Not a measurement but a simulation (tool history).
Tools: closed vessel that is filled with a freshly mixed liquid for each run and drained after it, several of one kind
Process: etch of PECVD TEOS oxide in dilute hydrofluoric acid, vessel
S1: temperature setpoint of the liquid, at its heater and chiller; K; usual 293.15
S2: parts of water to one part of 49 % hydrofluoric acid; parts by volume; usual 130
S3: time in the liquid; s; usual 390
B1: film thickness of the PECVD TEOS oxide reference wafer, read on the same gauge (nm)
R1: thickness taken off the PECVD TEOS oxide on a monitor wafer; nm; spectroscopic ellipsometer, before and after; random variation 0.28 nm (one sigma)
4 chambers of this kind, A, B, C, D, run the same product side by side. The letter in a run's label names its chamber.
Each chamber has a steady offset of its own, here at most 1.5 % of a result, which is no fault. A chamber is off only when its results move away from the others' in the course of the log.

run,hour,S1,S2,S3,B1,R1
1D,8.1,293.15,130,390,79.998,41.610
2B,12.9,293.15,130,390,79.993,43.232
3C,19.1,293.15,130,390,79.978,42.130
4A,29.1,293.15,130,390,80.008,42.151
5B,37.0,293.15,130,390,79.996,42.882
6A,44.9,293.15,130,390,79.988,42.358
7D,52.7,293.15,130,390,80.002,42.209
8C,62.6,293.15,130,390,80.006,41.777
9B,68.5,293.15,130,390,79.971,43.642
10D,74.3,293.15,130,390,79.981,41.692
11C,80.4,293.15,130,390,79.986,41.928
12A,86.7,293.15,130,390,80.003,41.254
13A,95.4,293.15,130,390,79.964,40.852
14D,101.8,293.15,130,605,79.997,65.386
15C,108.3,293.15,130,605,80.015,66.433
16B,116.7,293.15,130,605,80.008,67.472
17D,125.6,293.15,130,605,79.985,65.310
18C,132.5,293.15,165,390,79.974,32.168
19A,137.9,293.15,165,390,80.004,30.436
20B,147.3,293.15,165,390,79.979,32.901
21C,152.5,293.15,165,390,80.025,31.677
22D,161.1,293.15,130,390,80.014,41.972
23B,168.9,293.15,130,390,80.013,43.128
24A,174.8,293.15,130,390,80.012,39.629
25B,181.6,293.15,130,390,79.991,43.760

What goes on in this fleet: one chamber off, a drifting gauge, or nothing beyond the chambers' own small offsets? Name the chamber and the cause, if any.

Chamber A drifts away from the others.
Cause: hydrofluoric acid flow below the setpoint (%) = 7.46.
The log may not tell that from: liquid colder than its thermometer reads (K).

Here are 4 candidates for chamber A's next run, each the usual settings with a change, their results left as question marks. Which one brings its results back in line with what the others give on the usual settings?
In line means no further than this from the other chambers' mean on the usual settings: R1 0.990 nm
26A-1,189.1,293.15,125,405,,?
26A-2,189.1,293.15,140,390,,?
26A-3,189.1,292.65,130,340,,?
26A-4,189.1,293.65,130,445,,?

The other chambers' mean on the usual settings: R1 42.481 nm
run,R1
26A-1,42.398
26A-2,35.827
26A-3,33.349
26A-4,45.430
26A-1 brings the chamber back in line.
